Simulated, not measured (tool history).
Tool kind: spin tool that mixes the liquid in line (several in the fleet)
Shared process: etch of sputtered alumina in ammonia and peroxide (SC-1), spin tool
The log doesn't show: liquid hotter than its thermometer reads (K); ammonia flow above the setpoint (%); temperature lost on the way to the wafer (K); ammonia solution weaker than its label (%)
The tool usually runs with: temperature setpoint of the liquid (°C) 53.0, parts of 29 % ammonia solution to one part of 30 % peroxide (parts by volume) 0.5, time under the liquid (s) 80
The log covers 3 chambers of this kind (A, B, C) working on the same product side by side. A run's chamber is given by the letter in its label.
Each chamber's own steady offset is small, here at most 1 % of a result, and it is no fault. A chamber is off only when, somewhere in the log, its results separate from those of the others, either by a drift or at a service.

run    day  temperature setpoint of the liquid (°C)  parts of 29 % ammonia solution to one part of 30 % peroxide (parts by volume)  time under the liquid (s)  hours since the thermometer was replaced  hours since the ammonia flow meter was replaced  hours since the heated supply line was repaired  hours since the drum of ammonia solution was connected  read-back film thickness of the sputtered alumina reference wafer, read on the same gauge (nm)  thickness taken off the sputtered alumina on a monitor wafer (Å)
 1B  0.238                                     53.0                                                                            0.5                         80                                     704.7                                           1203.1                                            749.8                                                  1157.1                                                                                         100.020                                                            47.282
 2C  0.475                                     53.0                                                                            0.5                         80                                    1763.4                                           1548.1                                            854.4                                                   808.8                                                                                          99.996                                                            48.423
 3A  0.583                                     53.0                                                                            0.5                         80                                     531.9                                           1941.1                                             76.8                                                   176.2                                                                                         100.010                                                            48.260
     0.596  -- chamber B: thermometer replaced
 4A  0.783                                     53.0                                                                            0.5                         80                                     536.7                                           1945.9                                             81.6                                                   181.0                                                                                          99.998                                                            48.912
 5B  0.917                                     53.0                                                                            0.5                         80                                       7.7                                           1219.4                                            766.1                                                  1173.4                                                                                         100.000                                                            47.908
 6C  1.138                                     53.0                                                                            0.5                         80                                    1779.3                                           1564.0                                            870.3                                                   824.7                                                                                          99.987                                                            47.888
 7B  1.304                                     53.0                                                                            0.5                         80                                      17.0                                           1228.7                                            775.4                                                  1182.7                                                                                          99.943                                                            47.691
 8C  1.504                                     53.0                                                                            0.5                         40                                    1788.1                                           1572.8                                            879.1                                                   833.5                                                                                          99.989                                                            24.255
     1.642  -- chamber B: ammonia flow meter replaced
 9A  1.658                                     53.0                                                                            0.5                         40                                     557.7                                           1966.9                                            102.6                                                   202.0                                                                                         100.010                                                            23.908
10B  1.771                                     53.0                                                                            0.5                         40                                      28.2                                              3.2                                            786.6                                                  1193.9                                                                                         100.010                                                            23.463
11A  1.883                                     53.0                                                                            0.5                         80                                     563.1                                           1972.3                                            108.0                                                   207.4                                                                                          99.977                                                            48.352
     2.100  -- chamber C: thermometer replaced
12C  2.104                                     53.0                                                                            0.5                         80                                       0.2                                           1587.2                                            893.5                                                   847.9                                                                                          99.972                                                            48.376
13B  2.238                                     53.0                                                                            0.5                         80                                      39.4                                             14.4                                            797.8                                                  1205.1                                                                                          99.964                                                            47.002
14A  2.342                                     53.0                                                                            0.5                         80                                     574.1                                           1983.3                                            119.0                                                   218.4                                                                                         100.040                                                            47.975
15C  2.496                                     53.0                                                                            0.5                         80                                       9.6                                           1596.6                                            902.9                                                   857.3                                                                                         100.020                                                            48.340
16B  2.667                                     53.0                                                                            0.5                         80                                      49.7                                             24.7                                            808.1                                                  1215.4                                                                                         100.020                                                            47.183
17C  2.771                                     46.5                                                                            0.5                         60                                      16.2                                           1603.2                                            909.5                                                   863.9                                                                                         100.000                                                            25.266
18A  3.000                                     46.5                                                                            0.5                         60                                     589.9                                           1999.1                                            134.8                                                   234.2                                                                                          99.979                                                            25.040
19B  3.121                                     46.5                                                                            0.5                         60                                      60.6                                             35.6                                            819.0                                                  1226.3                                                                                          99.992                                                            25.078
20C  3.292                                     53.0                                                                            0.5                         80                                      28.7                                           1615.7                                            922.0                                                   876.4                                                                                         100.020                                                            47.725
21A  3.417                                     53.0                                                                            0.5                         80                                     599.9                                           2009.1                                            144.8                                                   244.2                                                                                         100.040                                                            48.598
22A  3.554                                     53.0                                                                            0.5                         80                                     603.2                                           2012.4                                            148.1                                                   247.5                                                                                          99.998                                                            47.766
23C  3.738                                     53.0                                                                            0.5                         80                                      39.4                                           1626.4                                            932.7                                                   887.1                                                                                          99.980                                                            47.688
24B  3.879                                     53.0                                                                            0.5                         80                                      78.8                                             53.8                                            837.2                                                  1244.5                                                                                         100.000                                                            47.375
25A  4.075                                     53.0                                                                            0.5                         80                                     615.7                                           2024.9                                            160.6                                                   260.0                                                                                         100.000                                                            47.999
26B  4.196                                     53.0                                                                            0.5                         80                                      86.4                                             61.4                                            844.8                                                  1252.1                                                                                         100.040                                                            47.540
27C  4.417                                     53.0                                                                            0.5                         80                                      55.7                                           1642.7                                            949.0                                                   903.4                                                                                         100.000                                                            48.445
28A  4.542                                     53.0                                                                            0.5                         80                                     626.9                                           2036.1                                            171.8                                                   271.2                                                                                         100.000                                                            48.571
     4.650  -- chamber A: thermometer replaced
29B  4.721                                     53.0                                                                            0.5                         80                                      99.0                                             74.0                                            857.4                                                  1264.7                                                                                         100.010                                                            47.412
30C  4.900                                     53.0                                                                            0.5                         80                                      67.3                                           1654.3                                            960.6                                                   915.0                                                                                          99.985                                                            47.937
31A  5.012                                     53.0                                                                            0.5                         80                                       8.7                                           2047.4                                            183.1                                                   282.5                                                                                         100.000                                                            48.531
     5.129  -- chamber B: new drum of ammonia solution connected
32B  5.204                                     53.0                                                                            0.4                         40                                     110.6                                             85.6                                            869.0                                                     1.9                                                                                          99.996                                                            23.200

All 3 chambers run these settings next. Forecast each chamber's results:
33A  5.375                                     53.0                                                                            0.5                         80                                                                                                                                                                                                                                                                                                                                                                     ?
33B  5.375                                     53.0                                                                            0.5                         80                                                                                                                                                                                                                                                                                                                                                                     ?
33C  5.375                                     53.0                                                                            0.5                         80                                                                                                                                                                                                                                                                                                                                                                     ?

run  thickness taken off the sputtered alumina on a monitor wafer (Å)
33A                                                            48.100
33B                                                            47.507
33C                                                            48.632
